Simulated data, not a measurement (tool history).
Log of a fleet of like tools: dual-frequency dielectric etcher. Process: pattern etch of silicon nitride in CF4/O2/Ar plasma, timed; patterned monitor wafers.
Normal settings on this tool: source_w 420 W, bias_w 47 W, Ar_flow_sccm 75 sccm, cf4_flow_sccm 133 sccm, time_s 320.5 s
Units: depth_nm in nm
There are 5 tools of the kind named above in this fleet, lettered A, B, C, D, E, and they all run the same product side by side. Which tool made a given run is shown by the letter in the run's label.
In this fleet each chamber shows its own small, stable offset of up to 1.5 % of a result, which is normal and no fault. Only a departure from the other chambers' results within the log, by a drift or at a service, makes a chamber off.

run	hour	source_w	bias_w	Ar_flow_sccm	cf4_flow_sccm	time_s	hours since the last wet clean	hours since the last source power generator calibration	hours since the last bias power generator calibration	hours since the last Ar flow controller change	hours since the last CF4 flow controller change	read-back reference wafer on the same gauge, depth_nm	depth_nm
1A	4.4	420	47	75	133	320.5	113.1	4352.5	106.4	4475.9	3597.6	565.21	545.44
2E	7.7	420	47	75	133	320.5	23.4	1586.9	3120.3	1131.2	3514.6	565.07	537.82
3C	12.0	420	47	75	133	320.5	490.9	595.9	212.3	1508.5	139.7	565.29	547.28
4D	14.4	420	47	75	133	320.5	436.1	4904.6	1224.0	2579.2	829.6	565.15	549.89
# hour 17.6: chamber A: source power generator calibrated
5B	17.9	420	47	75	133	320.5	392.4	2224.3	1085.5	399.6	205.0	565.21	542.71
6C	23.1	420	47	75	133	320.5	502.0	607.0	223.4	1519.6	150.8	565.46	547.77
7B	25.6	420	47	75	133	320.5	400.1	2232.0	1093.2	407.3	212.7	565.51	543.33
8A	28.4	420	47	75	133	320.5	137.1	10.9	130.4	4499.9	3621.6	565.30	544.78
# hour 30.8: chamber E: bias power generator calibrated
9E	32.8	420	47	75	133	320.5	48.5	1612.0	2.0	1156.3	3539.7	565.48	538.93
# hour 35.3: chamber C: wet clean of the chamber
10D	38.0	420	47	75	133	320.5	459.7	4928.2	1247.6	2602.8	853.2	565.70	551.23
11D	42.1	420	47	75	133	320.5	463.8	4932.3	1251.7	2606.9	857.3	565.63	551.51
12A	44.5	420	47	75	133	320.5	153.2	27.0	146.5	4516.0	3637.7	565.83	546.77
13B	48.6	420	47	75	133	320.5	423.1	2255.0	1116.2	430.3	235.7	565.92	542.77
14C	53.7	420	47	75	133	320.5	18.4	637.6	254.0	1550.2	181.4	565.81	547.52
15E	57.0	420	47	75	133	320.5	72.7	1636.2	26.2	1180.5	3563.9	565.82	539.08
16E	61.2	420	47	75	133	320.5	76.9	1640.4	30.4	1184.7	3568.1	566.12	538.64
17A	65.1	420	47	75	133	320.5	173.8	47.6	167.1	4536.6	3658.3	565.96	546.91
18D	68.2	420	47	75	133	320.5	489.9	4958.4	1277.8	2633.0	883.4	565.97	550.20
19B	72.9	420	47	75	133	320.5	447.4	2279.3	1140.5	454.6	260.0	566.09	543.58
20C	76.3	420	47	75	133	320.5	41.0	660.2	276.6	1572.8	204.0	566.20	547.90
21D	80.3	420	47	75	133	320.5	502.0	4970.5	1289.9	2645.1	895.5	566.25	551.24
22C	83.6	420	47	75	133	320.5	48.3	667.5	283.9	1580.1	211.3	566.34	547.70
23B	87.8	420	47	75	133	320.5	462.3	2294.2	1155.4	469.5	274.9	566.43	543.50
24A	92.8	420	47	75	133	320.5	201.5	75.3	194.8	4564.3	3686.0	566.26	546.57
25E	96.7	420	47	75	133	320.5	112.4	1675.9	65.9	1220.2	3603.6	566.57	538.50
26E	101.0	420	47	75	133	320.5	116.7	1680.2	70.2	1224.5	3607.9	566.71	539.89
27C	105.2	420	47	75	133	320.5	69.9	689.1	305.5	1601.7	232.9	566.70	548.07
28B	110.2	420	47	75	133	320.5	484.7	2316.6	1177.8	491.9	297.3	566.81	543.76
29D	115.3	420	47	75	133	320.5	537.0	5005.5	1324.9	2680.1	930.5	567.03	551.62
30A	117.7	390	47	75	133	289.5	226.4	100.2	219.7	4589.2	3710.9	566.68	464.28
31E	121.6	390	47	75	133	289.5	137.3	1700.8	90.8	1245.1	3628.5	566.90	457.64
32A	124.6	390	47	75	133	289.5	233.3	107.1	226.6	4596.1	3717.8	567.06	463.97
33B	127.4	390	47	75	133	289.5	501.9	2333.8	1195.0	509.1	314.5	567.10	460.72
34C	130.6	390	47	75	133	289.5	95.3	714.5	330.9	1627.1	258.3	566.96	465.76
35D	135.7	420	47	75	133	320.5	557.4	5025.9	1345.3	2700.5	950.9	567.19	552.64
36A	138.3	420	47	75	133	320.5	247.0	120.8	240.3	4609.8	3731.5	567.10	547.80
37C	143.5	420	47	75	133	320.5	108.2	727.4	343.8	1640.0	271.2	567.09	549.87
38B	146.5	420	47	75	133	320.5	521.0	2352.9	1214.1	528.2	333.6	567.25	544.91
# hour 150.3: chamber D: wet clean of the chamber
39D	150.6	420	47	75	133	320.5	0.3	5040.8	1360.2	2715.4	965.8	567.27	552.31
40E	154.3	420	47	75	133	320.5	170.0	1733.5	123.5	1277.8	3661.2	567.30	540.26
41D	158.7	420	47	75	133	320.5	8.4	5048.9	1368.3	2723.5	973.9	567.62	552.31
42A	161.4	420	47	75	133	320.5	270.1	143.9	263.4	4632.9	3754.6	567.53	547.89
43C	164.3	420	47	75	133	320.5	129.0	748.2	364.6	1660.8	292.0	567.55	550.24
44B	168.0	420	47	75	133	320.5	542.5	2374.4	1235.6	549.7	355.1	567.53	544.78

For the next run the whole fleet of 5 chambers uses the same settings. Give each chamber's results:
45A	171.9	420	47	75	133	350.0							?
45B	171.9	420	47	75	133	350.0							?
45C	171.9	420	47	75	133	350.0							?
45D	171.9	420	47	75	133	350.0							?
45E	171.9	420	47	75	133	350.0							?

run	depth_nm
45A	599.38
45B	594.86
45C	600.43
45D	604.49
45E	592.04
